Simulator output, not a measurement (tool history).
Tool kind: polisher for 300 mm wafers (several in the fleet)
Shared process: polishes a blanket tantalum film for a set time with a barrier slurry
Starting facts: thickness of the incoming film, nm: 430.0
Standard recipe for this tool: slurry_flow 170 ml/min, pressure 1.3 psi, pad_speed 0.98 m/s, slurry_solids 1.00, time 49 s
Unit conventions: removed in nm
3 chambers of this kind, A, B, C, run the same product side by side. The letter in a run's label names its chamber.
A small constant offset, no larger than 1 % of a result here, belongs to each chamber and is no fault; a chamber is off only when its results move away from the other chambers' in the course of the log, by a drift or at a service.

run   hour  slurry_flow  pressure  pad_speed  slurry_solids  time  removed
 1A   12.8          170       1.3       0.98           1.00    49   56.038
 2C   20.7          170       1.3       0.98           1.00    49   55.131
      20.8  -- chamber C: worn pad replaced by a new one
      32.4  -- chamber B: worn pad replaced by a new one
 3B   32.7          170       1.3       0.98           1.00    49   56.647
 4C   39.4          170       1.3       0.98           1.00    49   56.654
      51.5  -- chamber C: slurry blender recalibrated
 5B   51.7          170       1.3       0.98           1.10    49   58.281
 6A   61.7          170       1.3       0.98           1.10    49   57.937
 7C   72.5          170       1.3       0.98           1.10    49   56.418
      77.3  -- chamber A: worn pad replaced by a new one
 8B   85.8          170       1.3       0.98           1.00    49   56.214
 9A   98.9          170       1.3       0.98           1.00    49   55.672
      99.9  -- chamber C: worn pad replaced by a new one
10C  109.2          120       1.6       0.98           1.00    49   64.449
11B  119.3          120       1.6       0.98           1.00    49   64.455
     124.8  -- chamber B: worn pad replaced by a new one
12A  132.2          120       1.6       0.98           1.00    49   65.048
     136.1  -- chamber A: slurry blender recalibrated
     141.0  -- chamber A: head pressure recalibrated
13B  145.7          200       1.3       0.98           1.00    49   57.443
14C  157.1          200       1.3       0.98           1.00    49   57.186
     159.6  -- chamber A: worn pad replaced by a new one
15A  164.3          200       1.3       0.98           1.00    49   62.257
     169.7  -- chamber C: worn pad replaced by a new one
16B  171.9          170       1.3       0.98           1.00    49   56.305
17C  185.5          170       1.3       0.98           1.00    49   55.980
18A  192.6          170       1.3       0.98           1.00    49   60.889
     195.2  -- chamber B: worn pad replaced by a new one
     200.3  -- chamber B: slurry nozzle cleaned
19C  203.9          170       1.3       0.98           1.00    49   55.627
     208.1  -- chamber C: slurry blender recalibrated
20B  213.7          170       1.3       0.98           1.00    49   56.661
21A  221.3          170       1.3       0.98           1.00    49   60.983
22C  230.7          170       1.3       0.98           1.00    49   55.762
23A  238.6          170       1.3       0.98           1.25    49   64.443
     242.7  -- chamber C: worn pad replaced by a new one
24B  245.0          170       1.3       0.98           1.25    49   59.587
     253.4  -- chamber A: worn pad replaced by a new one
25B  257.3          170       1.3       0.98           1.25    49   60.402
26A  264.8          170       1.3       0.98           1.00    49   60.051
27C  271.0          170       1.3       0.98           1.00    49   55.718
     277.3  -- chamber B: worn pad replaced by a new one
28C  279.0          170       1.3       0.98           1.00    49   55.658
29A  291.4          170       1.3       0.98           1.00    49   61.821
30B  298.7          170       1.3       0.98           1.00    49   57.201
     304.1  -- chamber A: slurry nozzle cleaned
31C  304.8          170       1.3       0.98           1.00    49   55.754
32B  315.7          130       1.3       0.98           1.00    49   54.439
     324.9  -- chamber C: worn pad replaced by a new one
33A  328.5          130       1.3       0.98           1.00    49   57.606
     331.9  -- chamber A: worn pad replaced by a new one
34A  339.7          130       1.3       0.98           1.00    49   57.673
     342.1  -- chamber C: slurry blender recalibrated
     350.1  -- chamber B: worn pad replaced by a new one
35B  352.3          170       1.3       0.98           1.00    49   55.876
36C  359.8          170       1.3       0.98           1.00    49   56.532
37B  371.5          170       1.3       0.98           1.00    49   56.426
     377.5  -- chamber A: slurry blender recalibrated
38A  379.0          170       1.3       0.98           1.00    49   60.563
39C  387.8          170       1.3       0.98           1.00    49   55.763
40C  400.7          170       1.3       0.98           1.00    49   55.185
41A  408.8          170       1.3       0.98           1.00    49   60.500

Is one chamber out of step, is the gauge drifting, or do the chambers differ by no more than their own small offsets? For an off chamber, give its letter and the likeliest cause.

Chamber A came out of a service off from its peers and stayed that way.
Most likely cause: head's pressure above its setpoint, % = 9.28.

Here are 4 candidates for chamber A's next run, each the usual settings with a change, their results left as question marks. Which one brings its results back in line with what the others give on the usual settings?
In-line tolerance around the mean of the other chambers on the usual settings: removed 1.200 nm
42A-1  418.8          170       1.3       0.98           1.00    45        ?
42A-2  418.8          170       1.2       0.94           1.00    47        ?
42A-3  418.8          175       1.3       1.08           1.00    53        ?
42A-4  418.8          170       1.3       1.02           1.00    51        ?

Other chambers, usual settings, mean: removed 56.109 nm
  run  removed
42A-1   55.784
42A-2   51.506
42A-3   72.776
42A-4   65.822
The right change is 42A-1: it brings the chamber back within the allowed miss of the others.
